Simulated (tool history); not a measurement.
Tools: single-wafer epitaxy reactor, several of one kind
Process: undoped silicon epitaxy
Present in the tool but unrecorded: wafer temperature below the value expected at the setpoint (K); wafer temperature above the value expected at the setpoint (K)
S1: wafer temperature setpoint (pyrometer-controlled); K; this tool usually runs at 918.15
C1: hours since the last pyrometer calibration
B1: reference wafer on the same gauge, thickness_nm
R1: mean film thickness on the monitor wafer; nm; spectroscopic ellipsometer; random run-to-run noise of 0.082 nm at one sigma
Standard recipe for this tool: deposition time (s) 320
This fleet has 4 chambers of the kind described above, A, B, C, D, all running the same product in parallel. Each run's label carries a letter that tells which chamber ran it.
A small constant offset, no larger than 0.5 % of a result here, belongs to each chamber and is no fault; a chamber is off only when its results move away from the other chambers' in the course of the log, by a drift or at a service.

run 1D hour=8.1 | S1=918.15 deposition_time_(s)=320 | C1=863.3 | B1=53.101 | R1=47.921
run 2C hour=14.5 | S1=918.15 deposition_time_(s)=320 | C1=1314.1 | B1=53.086 | R1=48.272
run 3A hour=21.6 | S1=918.15 deposition_time_(s)=320 | C1=720.9 | B1=53.068 | R1=48.411
run 4B hour=27.9 | S1=918.15 deposition_time_(s)=320 | C1=1196.7 | B1=53.050 | R1=48.187
run 5A hour=33.3 | S1=918.15 deposition_time_(s)=320 | C1=732.6 | B1=53.025 | R1=48.246
run 6D hour=39.7 | S1=918.15 deposition_time_(s)=320 | C1=894.9 | B1=53.024 | R1=47.994
run 7C hour=46.2 | S1=918.15 deposition_time_(s)=320 | C1=1345.8 | B1=53.022 | R1=48.377
run 8B hour=53.0 | S1=918.15 deposition_time_(s)=320 | C1=1221.8 | B1=52.986 | R1=48.194
run 9D hour=59.5 | S1=918.15 deposition_time_(s)=320 | C1=914.7 | B1=52.980 | R1=48.026
run 10B hour=63.7 | S1=929.15 deposition_time_(s)=350 | C1=1232.5 | B1=52.996 | R1=66.467
run 11A hour=70.0 | S1=929.15 deposition_time_(s)=350 | C1=769.3 | B1=52.964 | R1=67.021
run 12C hour=74.9 | S1=929.15 deposition_time_(s)=350 | C1=1374.5 | B1=52.974 | R1=67.395
run 13C hour=81.2 | S1=929.15 deposition_time_(s)=350 | C1=1380.8 | B1=52.923 | R1=67.502
run 14A hour=88.9 | S1=918.15 deposition_time_(s)=320 | C1=788.2 | B1=52.947 | R1=48.078
run 15B hour=96.2 | S1=904.15 deposition_time_(s)=370 | C1=1265.0 | B1=52.914 | R1=40.853
run 16D hour=100.3 | S1=904.15 deposition_time_(s)=370 | C1=955.5 | B1=52.947 | R1=40.434
run 17B hour=106.8 | S1=904.15 deposition_time_(s)=370 | C1=1275.6 | B1=52.886 | R1=40.724
run 18A hour=113.4 | S1=904.15 deposition_time_(s)=370 | C1=812.7 | B1=52.912 | R1=40.603
run 19C hour=118.3 | S1=918.15 deposition_time_(s)=345 | C1=1417.9 | B1=52.884 | R1=51.884
run 20D hour=124.6 | S1=918.15 deposition_time_(s)=345 | C1=979.8 | B1=52.870 | R1=51.406
run 21C hour=130.6 | S1=918.15 deposition_time_(s)=345 | C1=1430.2 | B1=52.863 | R1=51.733
run 22B hour=138.6 | S1=918.15 deposition_time_(s)=345 | C1=1307.4 | B1=52.838 | R1=51.757
run 23D hour=146.7 | S1=918.15 deposition_time_(s)=320 | C1=1001.9 | B1=52.831 | R1=47.798
run 24A hour=151.6 | S1=918.15 deposition_time_(s)=320 | C1=850.9 | B1=52.793 | R1=48.134
run 25D hour=159.6 | S1=918.15 deposition_time_(s)=320 | C1=1014.8 | B1=52.797 | R1=47.771
run 26C hour=167.3 | S1=918.15 deposition_time_(s)=320 | C1=1466.9 | B1=52.771 | R1=48.359
run 27A hour=173.0 | S1=918.15 deposition_time_(s)=279 | C1=872.3 | B1=52.739 | R1=41.752
run 28B hour=180.9 | S1=918.15 deposition_time_(s)=279 | C1=1349.7 | B1=52.746 | R1=41.875
run 29C hour=187.5 | S1=918.15 deposition_time_(s)=279 | C1=1487.1 | B1=52.744 | R1=41.807
run 30D hour=192.3 | S1=918.15 deposition_time_(s)=279 | C1=1047.5 | B1=52.736 | R1=41.682

One chamber off, gauge drift, or nothing amiss beyond the chambers' own small offsets? If it is a chamber, which one, and what is the likeliest cause?

The gauge drifts, so all chambers seem to drift together. No chamber is off.
What lies behind it: gauge reads low (%) = 0.705.
